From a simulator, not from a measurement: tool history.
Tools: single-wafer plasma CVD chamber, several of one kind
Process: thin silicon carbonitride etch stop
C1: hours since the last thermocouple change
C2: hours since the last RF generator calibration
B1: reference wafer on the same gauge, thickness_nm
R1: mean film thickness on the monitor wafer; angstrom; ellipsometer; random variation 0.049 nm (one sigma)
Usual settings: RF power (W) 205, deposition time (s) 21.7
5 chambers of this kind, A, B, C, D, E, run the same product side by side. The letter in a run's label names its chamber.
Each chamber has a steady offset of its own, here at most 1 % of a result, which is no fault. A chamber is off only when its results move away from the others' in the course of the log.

run 1B hour=5.1 | RF_power_(W)=205 deposition_time_(s)=21.7 | C1=498.6 C2=2564.3 | B1=13.206 | R1=123.62
run 2C hour=15.6 | RF_power_(W)=205 deposition_time_(s)=21.7 | C1=2472.0 C2=720.4 | B1=13.201 | R1=123.68
run 3E hour=24.8 | RF_power_(W)=205 deposition_time_(s)=21.7 | C1=2969.1 C2=1619.3 | B1=13.203 | R1=125.08
run 4A hour=32.0 | RF_power_(W)=205 deposition_time_(s)=21.7 | C1=411.7 C2=727.2 | B1=13.200 | R1=123.96
run 5D hour=39.8 | RF_power_(W)=205 deposition_time_(s)=21.7 | C1=951.8 C2=389.3 | B1=13.202 | R1=124.54
run 6E hour=49.4 | RF_power_(W)=205 deposition_time_(s)=19.3 | C1=2993.7 C2=1643.9 | B1=13.188 | R1=110.33
run 7C hour=54.1 | RF_power_(W)=205 deposition_time_(s)=19.3 | C1=2510.5 C2=758.9 | B1=13.199 | R1=110.75
-- hour=61.5 chamber B: RF generator calibrated
run 8B hour=64.0 | RF_power_(W)=205 deposition_time_(s)=19.3 | C1=557.5 C2=2.6 | B1=13.205 | R1=110.72
run 9D hour=72.5 | RF_power_(W)=205 deposition_time_(s)=19.3 | C1=984.5 C2=422.0 | B1=13.199 | R1=109.53
run 10A hour=77.6 | RF_power_(W)=205 deposition_time_(s)=19.3 | C1=457.3 C2=772.8 | B1=13.199 | R1=110.51
run 11B hour=85.6 | RF_power_(W)=205 deposition_time_(s)=21.7 | C1=579.1 C2=24.2 | B1=13.197 | R1=123.16
run 12D hour=91.0 | RF_power_(W)=205 deposition_time_(s)=21.7 | C1=1003.0 C2=440.5 | B1=13.198 | R1=124.58
run 13A hour=100.8 | RF_power_(W)=205 deposition_time_(s)=21.7 | C1=480.5 C2=796.0 | B1=13.187 | R1=125.05
run 14E hour=109.2 | RF_power_(W)=205 deposition_time_(s)=21.7 | C1=3053.5 C2=1703.7 | B1=13.195 | R1=124.03
-- hour=110.3 chamber C: thermocouple changed; heater temperature recalibrated
run 15C hour=116.9 | RF_power_(W)=205 deposition_time_(s)=21.7 | C1=6.7 C2=821.7 | B1=13.202 | R1=124.50
run 16D hour=122.6 | RF_power_(W)=205 deposition_time_(s)=21.7 | C1=1034.6 C2=472.1 | B1=13.194 | R1=123.24
run 17B hour=127.9 | RF_power_(W)=185 deposition_time_(s)=25.5 | C1=621.4 C2=66.5 | B1=13.197 | R1=141.35
run 18A hour=135.9 | RF_power_(W)=185 deposition_time_(s)=25.5 | C1=515.6 C2=831.1 | B1=13.190 | R1=143.14
run 19E hour=143.6 | RF_power_(W)=185 deposition_time_(s)=25.5 | C1=3087.9 C2=1738.1 | B1=13.197 | R1=141.52
run 20C hour=152.8 | RF_power_(W)=185 deposition_time_(s)=25.5 | C1=42.6 C2=857.6 | B1=13.205 | R1=141.88
run 21E hour=159.7 | RF_power_(W)=185 deposition_time_(s)=25.5 | C1=3104.0 C2=1754.2 | B1=13.199 | R1=141.32
run 22B hour=167.3 | RF_power_(W)=205 deposition_time_(s)=21.7 | C1=660.8 C2=105.9 | B1=13.203 | R1=122.98
run 23D hour=174.1 | RF_power_(W)=205 deposition_time_(s)=21.7 | C1=1086.1 C2=523.6 | B1=13.211 | R1=124.74
-- hour=174.2 chamber E: thermocouple changed; heater temperature recalibrated
run 24C hour=182.1 | RF_power_(W)=205 deposition_time_(s)=21.7 | C1=71.9 C2=886.9 | B1=13.196 | R1=124.22
run 25A hour=190.0 | RF_power_(W)=205 deposition_time_(s)=21.7 | C1=569.7 C2=885.2 | B1=13.212 | R1=124.97
run 26A hour=200.0 | RF_power_(W)=205 deposition_time_(s)=21.7 | C1=579.7 C2=895.2 | B1=13.193 | R1=124.58
run 27D hour=205.0 | RF_power_(W)=205 deposition_time_(s)=21.7 | C1=1117.0 C2=554.5 | B1=13.202 | R1=124.69
run 28B hour=214.8 | RF_power_(W)=205 deposition_time_(s)=21.7 | C1=708.3 C2=153.4 | B1=13.199 | R1=123.64
run 29E hour=224.4 | RF_power_(W)=205 deposition_time_(s)=21.7 | C1=50.3 C2=1818.9 | B1=13.191 | R1=123.01
-- hour=228.5 chamber C: RF generator calibrated
run 30C hour=232.1 | RF_power_(W)=205 deposition_time_(s)=21.7 | C1=121.9 C2=3.7 | B1=13.199 | R1=123.88
run 31E hour=239.5 | RF_power_(W)=205 deposition_time_(s)=21.7 | C1=65.4 C2=1834.0 | B1=13.204 | R1=124.04
run 32A hour=246.4 | RF_power_(W)=245 deposition_time_(s)=21.7 | C1=626.1 C2=941.6 | B1=13.189 | R1=131.59
run 33B hour=256.5 | RF_power_(W)=245 deposition_time_(s)=21.7 | C1=750.0 C2=195.1 | B1=13.197 | R1=129.66
run 34D hour=265.4 | RF_power_(W)=245 deposition_time_(s)=21.7 | C1=1177.4 C2=614.9 | B1=13.197 | R1=130.50

Is one chamber off against the others, does the gauge drift, or is nothing wrong? If a chamber is off, say which, and what the likeliest cause is.

No chamber stands off beyond its own small offset, and the gauge holds steady.
